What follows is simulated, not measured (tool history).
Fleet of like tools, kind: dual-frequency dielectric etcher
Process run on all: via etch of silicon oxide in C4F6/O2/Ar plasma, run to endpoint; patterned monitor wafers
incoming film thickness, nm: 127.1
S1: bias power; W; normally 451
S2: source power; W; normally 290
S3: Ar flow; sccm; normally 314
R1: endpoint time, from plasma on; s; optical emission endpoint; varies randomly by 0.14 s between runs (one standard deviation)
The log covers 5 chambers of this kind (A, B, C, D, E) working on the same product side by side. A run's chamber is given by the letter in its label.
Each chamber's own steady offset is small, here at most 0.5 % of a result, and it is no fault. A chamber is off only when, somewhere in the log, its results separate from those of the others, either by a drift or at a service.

{"run": "1B", "hour": 2.6, "S1": 451, "S2": 290, "S3": 314, "R1": 32.743}
{"run": "2D", "hour": 5.1, "S1": 451, "S2": 290, "S3": 314, "R1": 33.128}
{"run": "3C", "hour": 10.2, "S1": 451, "S2": 290, "S3": 314, "R1": 32.975}
{"hour": 12.7, "done": "chamber C: Ar flow controller replaced"}
{"run": "4E", "hour": 15.4, "S1": 451, "S2": 290, "S3": 314, "R1": 33.08}
{"hour": 17.9, "done": "chamber C: wet clean of the chamber"}
{"run": "5A", "hour": 19.0, "S1": 451, "S2": 290, "S3": 314, "R1": 33.18}
{"run": "6B", "hour": 22.2, "S1": 451, "S2": 290, "S3": 314, "R1": 32.471}
{"run": "7A", "hour": 26.4, "S1": 451, "S2": 290, "S3": 314, "R1": 33.147}
{"run": "8D", "hour": 29.0, "S1": 451, "S2": 290, "S3": 314, "R1": 32.744}
{"run": "9E", "hour": 32.0, "S1": 451, "S2": 290, "S3": 314, "R1": 33.036}
{"run": "10C", "hour": 37.1, "S1": 451, "S2": 290, "S3": 314, "R1": 32.958}
{"run": "11D", "hour": 42.4, "S1": 451, "S2": 240, "S3": 281, "R1": 34.677}
{"run": "12C", "hour": 45.9, "S1": 451, "S2": 240, "S3": 281, "R1": 34.979}
{"run": "13A", "hour": 50.2, "S1": 451, "S2": 240, "S3": 281, "R1": 35.162}
{"hour": 51.2, "done": "chamber D: source power generator calibrated"}
{"run": "14E", "hour": 54.6, "S1": 451, "S2": 240, "S3": 281, "R1": 34.831}
{"run": "15B", "hour": 58.2, "S1": 451, "S2": 240, "S3": 281, "R1": 34.559}
{"hour": 60.3, "done": "chamber D: wet clean of the chamber"}
{"run": "16D", "hour": 61.6, "S1": 451, "S2": 290, "S3": 314, "R1": 33.551}
{"run": "17C", "hour": 65.0, "S1": 451, "S2": 290, "S3": 314, "R1": 32.835}
{"run": "18B", "hour": 69.7, "S1": 451, "S2": 290, "S3": 314, "R1": 32.792}
{"run": "19E", "hour": 74.6, "S1": 451, "S2": 310, "S3": 376, "R1": 32.703}
{"run": "20A", "hour": 79.6, "S1": 451, "S2": 310, "S3": 376, "R1": 32.578}
{"run": "21B", "hour": 83.3, "S1": 451, "S2": 310, "S3": 376, "R1": 32.643}
{"run": "22C", "hour": 87.6, "S1": 451, "S2": 310, "S3": 376, "R1": 32.933}
{"run": "23E", "hour": 91.8, "S1": 451, "S2": 310, "S3": 376, "R1": 32.671}
{"run": "24D", "hour": 97.2, "S1": 451, "S2": 290, "S3": 314, "R1": 33.664}
{"run": "25A", "hour": 99.8, "S1": 451, "S2": 290, "S3": 314, "R1": 32.973}
{"run": "26C", "hour": 105.1, "S1": 451, "S2": 290, "S3": 314, "R1": 32.786}
{"run": "27B", "hour": 108.8, "S1": 451, "S2": 290, "S3": 376, "R1": 33.224}
{"hour": 109.5, "done": "chamber A: wet clean of the chamber"}
{"run": "28E", "hour": 112.7, "S1": 451, "S2": 290, "S3": 376, "R1": 33.316}
{"run": "29D", "hour": 115.2, "S1": 451, "S2": 290, "S3": 376, "R1": 34.498}
{"run": "30A", "hour": 120.1, "S1": 451, "S2": 290, "S3": 376, "R1": 33.673}
{"run": "31C", "hour": 123.8, "S1": 451, "S2": 290, "S3": 376, "R1": 33.511}
{"run": "32D", "hour": 126.2, "S1": 451, "S2": 290, "S3": 314, "R1": 33.687}
{"run": "33E", "hour": 131.8, "S1": 451, "S2": 290, "S3": 314, "R1": 32.918}
{"run": "34A", "hour": 136.1, "S1": 451, "S2": 290, "S3": 314, "R1": 33.061}
{"run": "35B", "hour": 140.7, "S1": 451, "S2": 290, "S3": 314, "R1": 32.684}
{"run": "36E", "hour": 144.1, "S1": 451, "S2": 230, "S3": 314, "R1": 36.182}
{"run": "37D", "hour": 148.6, "S1": 451, "S2": 230, "S3": 314, "R1": 36.741}
{"run": "38B", "hour": 151.7, "S1": 451, "S2": 230, "S3": 314, "R1": 35.746}
{"run": "39C", "hour": 155.6, "S1": 451, "S2": 230, "S3": 314, "R1": 35.861}
{"run": "40A", "hour": 159.2, "S1": 451, "S2": 230, "S3": 314, "R1": 35.992}

What goes on in this fleet: one chamber off, a drifting gauge, or nothing beyond the chambers' own small offsets? Name the chamber and the cause, if any.

Chamber D came out of a service off from its peers and stayed that way.
What lies behind it: etch rate under this chamber's usual, % = 2.44.

Below are 4 candidate recipes for chamber D's next run, each the usual settings with a change, their results shown as question marks. Which of them brings D's results back in line with what the other chambers give on the usual settings?
Allowed miss from the other chambers' usual-settings mean, per result, to count as in line: R1 0.480 s
{"run": "41D-1", "hour": 163.1, "S1": 464, "S2": 300, "S3": 311, "R1": "?"}
{"run": "41D-2", "hour": 163.1, "S1": 480, "S2": 310, "S3": 308, "R1": "?"}
{"run": "41D-3", "hour": 163.1, "S1": 451, "S2": 290, "S3": 373, "R1": "?"}
{"run": "41D-4", "hour": 163.1, "S1": 422, "S2": 270, "S3": 320, "R1": "?"}

On the usual settings, the other chambers give on average: R1 32.891 s
run=41D-1 R1=32.920
run=41D-2 R1=32.084
run=41D-3 R1=34.376
run=41D-4 R1=35.554
41D-1 puts the chamber back in line with the other chambers.

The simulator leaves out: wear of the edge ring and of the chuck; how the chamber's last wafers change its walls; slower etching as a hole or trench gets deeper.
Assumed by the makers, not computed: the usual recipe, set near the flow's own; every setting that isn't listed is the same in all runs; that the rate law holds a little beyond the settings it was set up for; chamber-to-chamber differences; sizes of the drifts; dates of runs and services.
